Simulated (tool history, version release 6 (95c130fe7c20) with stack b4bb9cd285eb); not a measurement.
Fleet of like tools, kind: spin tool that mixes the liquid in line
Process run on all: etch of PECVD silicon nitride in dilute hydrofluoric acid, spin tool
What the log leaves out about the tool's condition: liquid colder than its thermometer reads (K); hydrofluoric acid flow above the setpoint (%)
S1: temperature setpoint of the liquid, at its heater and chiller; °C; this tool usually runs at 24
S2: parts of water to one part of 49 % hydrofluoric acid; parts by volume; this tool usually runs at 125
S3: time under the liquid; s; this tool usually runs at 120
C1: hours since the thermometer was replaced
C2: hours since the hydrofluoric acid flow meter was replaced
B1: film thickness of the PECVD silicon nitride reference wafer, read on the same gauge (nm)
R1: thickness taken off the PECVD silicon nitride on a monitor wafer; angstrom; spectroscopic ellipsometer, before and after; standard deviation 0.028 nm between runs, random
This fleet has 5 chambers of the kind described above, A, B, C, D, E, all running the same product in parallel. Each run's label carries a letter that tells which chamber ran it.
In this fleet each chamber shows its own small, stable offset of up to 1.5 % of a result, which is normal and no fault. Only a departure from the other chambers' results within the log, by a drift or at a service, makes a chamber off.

| run | hour | S1 | S2 | S3 | C1 | C2 | B1 | R1 |
|---|---|---|---|---|---|---|---|---|
| 1C | 6.8 | 24 | 125 | 120 | 867.8 | 1424 | 59.991 | 53.971 |
| 2E | 10.2 | 24 | 125 | 120 | 906.7 | 254.9 | 59.975 | 53.875 |
| 3D | 14.4 | 24 | 125 | 120 | 194.5 | 1236 | 59.994 | 54.834 |
| 4A | 19.9 | 24 | 125 | 120 | 132.5 | 234.1 | 59.971 | 54.282 |
| 5B | 24.5 | 24 | 125 | 120 | 533.7 | 1020.2 | 60.018 | 54.21 |
| 6B | 27.9 | 24 | 125 | 120 | 537.1 | 1023.6 | 59.996 | 54.402 |
| 7C | 32.4 | 24 | 125 | 120 | 893.4 | 1449.6 | 59.969 | 54.295 |
| 8E | 37.7 | 24 | 125 | 120 | 934.2 | 282.4 | 60.041 | 54.176 |
| 9A | 42.9 | 24 | 125 | 120 | 155.5 | 257.1 | 60.022 | 55.099 |
| 10D | 49.1 | 24 | 125 | 120 | 229.2 | 1270.7 | 60.012 | 54.717 |
| 11D | 55.4 | 24 | 125 | 120 | 235.5 | 1277 | 60.013 | 54.224 |
| 12A | 59.8 | 24 | 125 | 120 | 172.4 | 274 | 60.003 | 54.42 |
| 13B | 62.8 | 24 | 125 | 120 | 572 | 1058.5 | 60.04 | 55.161 |
| 14C | 66 | 24 | 125 | 120 | 927 | 1483.2 | 60 | 53.937 |
| 15E | 70.1 | 24 | 125 | 120 | 966.6 | 314.8 | 60.032 | 53.565 |
| 16E | 74.8 | 24 | 125 | 120 | 971.3 | 319.5 | 60.035 | 54.138 |
|  | 77 | chamber C: hydrofluoric acid flow meter replaced |
| 17B | 79.4 | 24 | 125 | 120 | 588.6 | 1075.1 | 60.003 | 54.997 |
| 18C | 84.5 | 24 | 125 | 120 | 945.5 | 7.6 | 60.004 | 54.077 |
|  | 91.2 | chamber B: hydrofluoric acid flow meter replaced |
| 19D | 91.4 | 24 | 125 | 120 | 271.5 | 1313 | 60.013 | 53.93 |
| 20A | 95.9 | 24 | 125 | 120 | 208.5 | 310.1 | 59.981 | 54.25 |
| 21A | 100.1 | 24 | 125 | 120 | 212.7 | 314.3 | 60.006 | 54.535 |
| 22B | 104.2 | 24 | 125 | 120 | 613.4 | 13.1 | 59.998 | 54.64 |
| 23D | 110.7 | 24 | 125 | 120 | 290.8 | 1332.3 | 60.021 | 53.387 |
| 24E | 113.8 | 24 | 125 | 120 | 1010.3 | 358.5 | 59.995 | 53.661 |
| 25C | 119.1 | 24 | 125 | 120 | 980.1 | 42.2 | 60.011 | 54.283 |
| 26E | 124.8 | 24 | 125 | 120 | 1021.3 | 369.5 | 59.955 | 53.96 |
| 27D | 130 | 24 | 125 | 120 | 310.1 | 1351.6 | 59.994 | 52.467 |
| 28A | 136.5 | 24 | 125 | 120 | 249.1 | 350.7 | 59.982 | 54.84 |
| 29C | 143 | 24 | 125 | 120 | 1004 | 66.1 | 59.96 | 54.494 |
| 30B | 147 | 24 | 125 | 120 | 656.2 | 55.9 | 60.003 | 54.342 |
| 31B | 151.6 | 24 | 125 | 120 | 660.8 | 60.5 | 60.012 | 54.697 |

The same settings go to every chamber for the next run, one line per chamber below. Forecast the results for each:
| 32A | 156.6 | 24 | 125 | 75 |  |  |  | ? |
| 32B | 156.6 | 24 | 125 | 75 |  |  |  | ? |
| 32C | 156.6 | 24 | 125 | 75 |  |  |  | ? |
| 32D | 156.6 | 24 | 125 | 75 |  |  |  | ? |
| 32E | 156.6 | 24 | 125 | 75 |  |  |  | ? |

| run | R1 |
|---|---|
| 32A | 34.303 |
| 32B | 34.034 |
| 32C | 33.928 |
| 32D | 32.485 |
| 32E | 33.683 |
